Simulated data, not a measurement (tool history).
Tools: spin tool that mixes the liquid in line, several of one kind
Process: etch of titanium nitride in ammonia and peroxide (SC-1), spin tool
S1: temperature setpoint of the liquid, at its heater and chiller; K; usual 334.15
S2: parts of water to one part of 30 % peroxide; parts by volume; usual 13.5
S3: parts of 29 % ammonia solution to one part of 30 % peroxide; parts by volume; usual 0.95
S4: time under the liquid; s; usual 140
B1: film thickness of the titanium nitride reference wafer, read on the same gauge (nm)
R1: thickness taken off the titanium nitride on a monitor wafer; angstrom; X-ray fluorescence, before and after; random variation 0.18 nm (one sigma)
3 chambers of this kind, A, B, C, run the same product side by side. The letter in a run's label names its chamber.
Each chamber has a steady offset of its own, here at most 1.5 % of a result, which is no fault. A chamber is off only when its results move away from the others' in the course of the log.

run	hour	S1	S2	S3	S4	B1	R1
1C	12.2	334.15	13.5	0.95	140	79.995	313.72
2B	26.8	334.15	13.5	0.95	140	80.023	317.05
3A	40.6	334.15	13.5	0.95	140	79.978	313.06
# hour 49.1: chamber B: thermometer replaced
4B	50.6	334.15	13.5	0.95	140	80.001	314.77
5C	62.4	334.15	13.5	0.95	140	79.948	311.69
6A	76.7	334.15	13.5	0.95	140	79.993	316.72
7C	86.3	334.15	13.5	0.75	140	80.006	299.95
8B	96.1	334.15	13.5	0.75	140	80.016	301.66
# hour 100.2: chamber B: ammonia flow meter replaced
9A	109.4	334.15	13.5	0.75	140	80.014	304.4
10A	119.6	334.15	13.5	0.95	140	80	314.81
11C	129.4	324.65	13.5	0.95	110	80.012	128.71
12B	138.5	324.65	13.5	0.95	110	80.013	132.85
13B	150.6	324.65	13.5	0.95	110	80.003	131.87
14A	162.3	334.15	13.5	0.95	140	80.028	316.3
15C	171	334.15	13.5	0.95	140	80.033	308.39
16B	180.9	334.15	13.5	0.95	140	79.979	317.96
# hour 181.4: chamber A: new drum of ammonia solution connected
17C	193	334.15	13.5	0.95	140	79.979	305.63
18A	199.3	334.15	13.5	0.95	140	79.993	316.34
19A	210.6	341.15	13.5	0.95	140	80.016	501.42
20C	223.6	341.15	13.5	0.95	140	79.993	481.79
21B	235.6	341.15	13.5	0.95	140	79.991	497.66
22A	248.7	334.15	13.5	0.95	140	79.985	314.12
23C	261.8	334.15	13.5	0.95	140	79.992	304.31
24B	269.8	334.15	13.5	0.95	140	80.021	319.9
25B	280.6	334.15	13.5	0.95	140	80.017	317.83
26C	293.3	334.15	13.5	0.95	140	80.004	301.27
27A	305.7	334.15	13.5	0.95	140	80.014	314.63
28B	318.1	334.15	13.5	0.95	140	80.037	318.14
29A	326.1	334.15	13.5	0.95	140	80.001	314.96
30C	335	334.15	13.5	0.95	140	79.98	299.67
31B	342	334.15	13.5	0.95	140	80.02	314.95
32C	355.6	330.65	19	0.95	140	80.019	195.96
33A	365	330.65	19	0.95	140	80.018	208.95
34A	374	330.65	19	0.95	140	80.003	209.52
35B	380.4	334.15	13.5	1.2	140	79.983	325.66
36C	393.2	334.15	13.5	1.2	140	79.974	308.25

Next, every chamber runs the same settings. What will each give?
37A	403.6	325.15	13.5	0.95	140		?
37B	403.6	325.15	13.5	0.95	140		?
37C	403.6	325.15	13.5	0.95	140		?

run	R1
37A	173.78
37B	173.24
37C	160.98
